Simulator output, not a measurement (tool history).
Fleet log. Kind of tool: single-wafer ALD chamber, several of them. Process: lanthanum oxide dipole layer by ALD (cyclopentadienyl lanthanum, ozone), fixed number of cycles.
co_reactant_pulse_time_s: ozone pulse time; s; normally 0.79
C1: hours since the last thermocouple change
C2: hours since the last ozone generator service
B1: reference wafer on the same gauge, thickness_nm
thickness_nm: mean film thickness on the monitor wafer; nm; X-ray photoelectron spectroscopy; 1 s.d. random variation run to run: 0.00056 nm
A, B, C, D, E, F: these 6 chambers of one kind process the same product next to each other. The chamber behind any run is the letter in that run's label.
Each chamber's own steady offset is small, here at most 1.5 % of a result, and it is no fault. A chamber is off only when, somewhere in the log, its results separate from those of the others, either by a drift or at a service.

{"run": "1E", "day": 0.283, "co_reactant_pulse_time_s": 0.79, "C1": 533.5, "C2": 120, "B1": 0.42705, "thickness_nm": 0.45979}
{"run": "2B", "day": 0.746, "co_reactant_pulse_time_s": 0.79, "C1": 1295.5, "C2": 1483.1, "B1": 0.42704, "thickness_nm": 0.45717}
{"run": "3D", "day": 1.042, "co_reactant_pulse_time_s": 0.79, "C1": 660.4, "C2": 685.3, "B1": 0.42712, "thickness_nm": 0.46236}
{"run": "4A", "day": 1.475, "co_reactant_pulse_time_s": 0.79, "C1": 2709.2, "C2": 171.1, "B1": 0.4272, "thickness_nm": 0.45723}
{"run": "5C", "day": 1.996, "co_reactant_pulse_time_s": 0.79, "C1": 1717.6, "C2": 338.6, "B1": 0.42724, "thickness_nm": 0.45349}
{"run": "6F", "day": 2.421, "co_reactant_pulse_time_s": 0.79, "C1": 839.4, "C2": 977.3, "B1": 0.42718, "thickness_nm": 0.45695}
{"run": "7B", "day": 2.817, "co_reactant_pulse_time_s": 0.79, "C1": 1345.2, "C2": 1532.8, "B1": 0.42729, "thickness_nm": 0.45688}
{"run": "8C", "day": 3.262, "co_reactant_pulse_time_s": 0.79, "C1": 1748, "C2": 369, "B1": 0.42741, "thickness_nm": 0.45375}
{"run": "9A", "day": 3.675, "co_reactant_pulse_time_s": 0.58, "C1": 2762, "C2": 223.9, "B1": 0.42761, "thickness_nm": 0.39469}
{"run": "10D", "day": 3.946, "co_reactant_pulse_time_s": 0.58, "C1": 730.1, "C2": 755, "B1": 0.42753, "thickness_nm": 0.39917}
{"run": "11E", "day": 4.242, "co_reactant_pulse_time_s": 0.58, "C1": 628.5, "C2": 215, "B1": 0.42751, "thickness_nm": 0.39728}
{"run": "12F", "day": 4.779, "co_reactant_pulse_time_s": 0.58, "C1": 896, "C2": 1033.9, "B1": 0.42755, "thickness_nm": 0.39522}
{"run": "13B", "day": 5.146, "co_reactant_pulse_time_s": 0.58, "C1": 1401.1, "C2": 1588.7, "B1": 0.42759, "thickness_nm": 0.39552}
{"run": "14F", "day": 5.458, "co_reactant_pulse_time_s": 0.58, "C1": 912.3, "C2": 1050.2, "B1": 0.42767, "thickness_nm": 0.39577}
{"run": "15C", "day": 5.825, "co_reactant_pulse_time_s": 0.52, "C1": 1809.5, "C2": 430.5, "B1": 0.42772, "thickness_nm": 0.37036}
{"day": 5.896, "done": "chamber A: thermocouple changed; heater temperature recalibrated"}
{"run": "16E", "day": 6.112, "co_reactant_pulse_time_s": 0.52, "C1": 673.4, "C2": 259.9, "B1": 0.42776, "thickness_nm": 0.37285}
{"run": "17D", "day": 6.654, "co_reactant_pulse_time_s": 0.52, "C1": 795.1, "C2": 820, "B1": 0.42785, "thickness_nm": 0.37694}
{"run": "18A", "day": 7.154, "co_reactant_pulse_time_s": 0.52, "C1": 30.3, "C2": 307.4, "B1": 0.42794, "thickness_nm": 0.37187}
{"run": "19C", "day": 7.671, "co_reactant_pulse_time_s": 0.52, "C1": 1853.8, "C2": 474.8, "B1": 0.42793, "thickness_nm": 0.37074}
{"run": "20A", "day": 8.054, "co_reactant_pulse_time_s": 0.52, "C1": 51.9, "C2": 329, "B1": 0.42804, "thickness_nm": 0.37248}
{"run": "21D", "day": 8.321, "co_reactant_pulse_time_s": 0.79, "C1": 835.1, "C2": 860, "B1": 0.42797, "thickness_nm": 0.46372}
{"run": "22F", "day": 8.788, "co_reactant_pulse_time_s": 0.79, "C1": 992.2, "C2": 1130.1, "B1": 0.42805, "thickness_nm": 0.46023}
{"run": "23B", "day": 9.196, "co_reactant_pulse_time_s": 0.79, "C1": 1498.3, "C2": 1685.9, "B1": 0.42802, "thickness_nm": 0.45718}
{"run": "24E", "day": 9.508, "co_reactant_pulse_time_s": 0.88, "C1": 754.9, "C2": 341.4, "B1": 0.42823, "thickness_nm": 0.48256}
{"day": 9.904, "done": "chamber C: thermocouple changed; heater temperature recalibrated"}
{"run": "25D", "day": 9.988, "co_reactant_pulse_time_s": 0.88, "C1": 875.1, "C2": 900, "B1": 0.4283, "thickness_nm": 0.48489}
{"run": "26A", "day": 10.283, "co_reactant_pulse_time_s": 0.88, "C1": 105.4, "C2": 382.5, "B1": 0.42821, "thickness_nm": 0.47874}
{"run": "27B", "day": 10.604, "co_reactant_pulse_time_s": 0.88, "C1": 1532.1, "C2": 1719.7, "B1": 0.42835, "thickness_nm": 0.47793}
{"run": "28F", "day": 10.95, "co_reactant_pulse_time_s": 0.88, "C1": 1044.1, "C2": 1182, "B1": 0.4283, "thickness_nm": 0.47868}
{"run": "29E", "day": 11.512, "co_reactant_pulse_time_s": 0.88, "C1": 803, "C2": 389.5, "B1": 0.42844, "thickness_nm": 0.48261}
{"run": "30C", "day": 11.812, "co_reactant_pulse_time_s": 0.79, "C1": 45.8, "C2": 574.2, "B1": 0.42845, "thickness_nm": 0.45409}
{"run": "31F", "day": 12.142, "co_reactant_pulse_time_s": 0.79, "C1": 1072.7, "C2": 1210.6, "B1": 0.42856, "thickness_nm": 0.45866}
{"run": "32E", "day": 12.708, "co_reactant_pulse_time_s": 1.03, "C1": 831.7, "C2": 418.2, "B1": 0.42861, "thickness_nm": 0.50825}
{"run": "33A", "day": 13.267, "co_reactant_pulse_time_s": 1.03, "C1": 177, "C2": 454.1, "B1": 0.42866, "thickness_nm": 0.50485}
{"run": "34D", "day": 13.8, "co_reactant_pulse_time_s": 1.03, "C1": 966.6, "C2": 991.5, "B1": 0.42886, "thickness_nm": 0.51061}
{"day": 13.933, "done": "chamber B: ozone generator serviced"}
{"run": "35C", "day": 14.304, "co_reactant_pulse_time_s": 1.03, "C1": 105.6, "C2": 634, "B1": 0.42883, "thickness_nm": 0.49936}
{"run": "36B", "day": 14.696, "co_reactant_pulse_time_s": 1.03, "C1": 1630.3, "C2": 18.3, "B1": 0.42885, "thickness_nm": 0.50431}
{"run": "37B", "day": 15.05, "co_reactant_pulse_time_s": 1.03, "C1": 1638.8, "C2": 26.8, "B1": 0.429, "thickness_nm": 0.50586}
{"run": "38C", "day": 15.362, "co_reactant_pulse_time_s": 0.79, "C1": 131, "C2": 659.4, "B1": 0.42891, "thickness_nm": 0.45518}
{"run": "39D", "day": 15.642, "co_reactant_pulse_time_s": 0.79, "C1": 1010.8, "C2": 1035.7, "B1": 0.42897, "thickness_nm": 0.46409}
{"run": "40A", "day": 16.233, "co_reactant_pulse_time_s": 0.79, "C1": 248.2, "C2": 525.3, "B1": 0.42913, "thickness_nm": 0.45903}
{"run": "41E", "day": 16.554, "co_reactant_pulse_time_s": 0.79, "C1": 924, "C2": 510.5, "B1": 0.42907, "thickness_nm": 0.46321}

Does one chamber stand apart from the rest, does the shared gauge drift, or is all well apart from small per-chamber offsets? Give the chamber and the most likely cause, where there is one.

The shared gauge is drifting. All chambers look as if they move in step, but none is off.
Most likely cause: gauge reads high (%) = 0.498.

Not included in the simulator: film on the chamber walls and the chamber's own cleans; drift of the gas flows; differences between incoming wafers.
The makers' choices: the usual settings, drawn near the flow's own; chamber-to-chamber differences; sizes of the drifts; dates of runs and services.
